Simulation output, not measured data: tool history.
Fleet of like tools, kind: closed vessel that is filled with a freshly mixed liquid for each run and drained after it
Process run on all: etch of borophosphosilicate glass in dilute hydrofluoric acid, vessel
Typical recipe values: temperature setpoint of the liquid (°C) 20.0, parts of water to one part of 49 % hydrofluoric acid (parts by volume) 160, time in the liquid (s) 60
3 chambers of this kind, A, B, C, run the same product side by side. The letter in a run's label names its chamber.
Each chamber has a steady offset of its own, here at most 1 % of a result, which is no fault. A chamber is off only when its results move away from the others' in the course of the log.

run	hour	temperature setpoint of the liquid (°C)	parts of water to one part of 49 % hydrofluoric acid (parts by volume)	time in the liquid (s)	hours since the thermometer was replaced	hours since the hydrofluoric acid flow meter was replaced	read-back film thickness of the borophosphosilicate glass reference wafer, read on the same gauge (nm)	thickness taken off the borophosphosilicate glass on a monitor wafer (Å)
1B	6.2	20.0	160	60	612.8	872.4	130.05	246.51
2C	12.2	20.0	160	60	426.7	1159.4	129.98	245.27
3A	17.6	20.0	160	60	1093.7	656.0	130.02	240.36
4B	24.1	20.0	160	60	630.7	890.3	129.97	245.28
5A	33.0	20.0	160	60	1109.1	671.4	130.01	241.17
6C	42.7	20.0	160	60	457.2	1189.9	129.95	241.72
7B	49.6	20.0	160	60	656.2	915.8	129.99	243.05
8C	57.2	20.0	160	60	471.7	1204.4	130.00	243.56
9A	65.8	20.0	160	60	1141.9	704.2	130.00	238.97
10C	70.6	20.0	160	60	485.1	1217.8	130.02	242.36
11B	79.3	20.0	120	80	685.9	945.5	130.00	438.98
12A	86.0	20.0	120	80	1162.1	724.4	130.01	450.23
13C	94.4	20.0	120	80	508.9	1241.6	129.99	448.18
14B	103.5	20.0	220	60	710.1	969.7	130.01	162.91
15A	109.3	20.0	220	60	1185.4	747.7	130.00	164.37
16A	113.8	20.0	220	60	1189.9	752.2	130.01	167.26
17B	119.9	24.0	160	35	726.5	986.1	130.01	159.74
18C	127.7	24.0	160	35	542.2	1274.9	129.97	163.88
19A	137.7	24.0	160	35	1213.8	776.1	130.03	163.54
20B	146.0	20.0	160	60	752.6	1012.2	130.07	232.52
21C	152.7	20.0	160	60	567.2	1299.9	129.98	241.47
22A	157.7	22.5	120	60	1233.8	796.1	129.96	373.52
23B	164.1	22.5	120	60	770.7	1030.3	129.98	348.44
24C	168.8	22.5	120	60	583.3	1316.0	129.99	368.31
25A	174.0	20.0	160	60	1250.1	812.4	130.01	243.10
26B	183.1	20.0	160	60	789.7	1049.3	130.03	223.67
27C	188.9	20.0	160	60	603.4	1336.1	130.03	243.15
28C	197.5	20.0	160	60	612.0	1344.7	129.99	244.06
29A	204.5	20.0	160	60	1280.6	842.9	130.04	240.08
30B	210.1	20.0	160	60	816.7	1076.3	129.98	221.13

All 3 chambers run these settings next. Forecast each chamber's results:
31A	217.5	20.0	235	60				?
31B	217.5	20.0	235	60				?
31C	217.5	20.0	235	60				?

run	thickness taken off the borophosphosilicate glass on a monitor wafer (Å)
31A	152.37
31B	140.09
31C	154.21

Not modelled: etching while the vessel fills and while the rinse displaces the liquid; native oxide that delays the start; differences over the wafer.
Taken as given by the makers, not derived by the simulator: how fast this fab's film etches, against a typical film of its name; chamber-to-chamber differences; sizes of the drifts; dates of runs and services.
